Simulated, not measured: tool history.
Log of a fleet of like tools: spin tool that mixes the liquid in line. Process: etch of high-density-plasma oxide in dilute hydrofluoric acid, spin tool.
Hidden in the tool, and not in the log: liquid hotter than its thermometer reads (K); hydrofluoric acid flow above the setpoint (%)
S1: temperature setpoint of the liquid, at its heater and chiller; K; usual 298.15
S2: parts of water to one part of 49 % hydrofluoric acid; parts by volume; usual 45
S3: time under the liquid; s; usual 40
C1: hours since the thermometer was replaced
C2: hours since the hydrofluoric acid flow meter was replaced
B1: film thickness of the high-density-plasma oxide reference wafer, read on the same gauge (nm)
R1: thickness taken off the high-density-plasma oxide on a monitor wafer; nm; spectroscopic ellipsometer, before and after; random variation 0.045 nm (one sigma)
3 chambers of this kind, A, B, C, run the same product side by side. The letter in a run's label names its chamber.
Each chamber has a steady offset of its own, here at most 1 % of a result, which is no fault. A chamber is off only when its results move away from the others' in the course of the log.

run,hour,S1,S2,S3,C1,C2,B1,R1
1C,4.3,298.15,45,40,1224.8,1437.1,39.996,5.1393
2B,8.5,298.15,45,40,1672.9,1618,39.968,5.1001
3A,10.6,298.15,45,40,391.2,308.1,40.006,5.1113
4B,13,298.15,45,40,1677.4,1622.5,40.008,5.0893
5C,17.1,298.15,45,40,1237.6,1449.9,40.002,5.1563
6A,20.1,298.15,45,45,400.7,317.6,40.014,5.6146
7B,23,298.15,45,45,1687.4,1632.5,40.003,5.7471
8C,26,298.15,45,45,1246.5,1458.8,40.01,5.7474
9A,28.1,298.15,45,40,408.7,325.6,40.005,5.2197
10B,30.3,298.15,45,40,1694.7,1639.8,40.001,5.1628
11C,33.1,298.15,45,40,1253.6,1465.9,40.004,5.1124
12A,36.8,298.15,45,40,417.4,334.3,39.984,5.2135
13A,39.2,298.15,35,50,419.8,336.7,39.987,8.4635
14C,42.1,298.15,35,50,1262.6,1474.9,40.025,8.1513
15B,44.7,298.15,35,50,1709.1,1654.2,39.994,8.2558
16C,48.3,298.15,45,40,1268.8,1481.1,39.992,5.0751
17B,51.4,298.15,45,40,1715.8,1660.9,40.004,5.1935
18A,53.4,298.15,45,40,434,350.9,39.982,5.3345
19B,56.6,298.15,45,40,1721,1666.1,39.998,5.1307
20A,60.6,298.15,45,40,441.2,358.1,40.017,5.3743
21C,62.9,298.15,45,40,1283.4,1495.7,40.014,5.0465
22B,65.1,298.15,45,40,1729.5,1674.6,40.028,5.1684
23C,67.8,298.15,45,40,1288.3,1500.6,40.002,5.091
24A,71.3,298.15,45,40,451.9,368.8,40.02,5.5651
25B,73.6,298.15,45,40,1738,1683.1,40.001,5.1494
26C,76.9,298.15,45,40,1297.4,1509.7,40.002,5.0236
27A,81.1,298.15,45,40,461.7,378.6,40.015,5.6269
28A,84.2,298.15,45,40,464.8,381.7,40.008,5.6148
29C,87.1,298.15,45,40,1307.6,1519.9,39.999,5.0517
30B,89.6,298.15,45,40,1754,1699.1,40.007,5.1471

Next, every chamber runs the same settings. What will each give?
31A,92.7,298.15,35,40,,,,?
31B,92.7,298.15,35,40,,,,?
31C,92.7,298.15,35,40,,,,?

run,R1
31A,7.4645
31B,6.6699
31C,6.6437
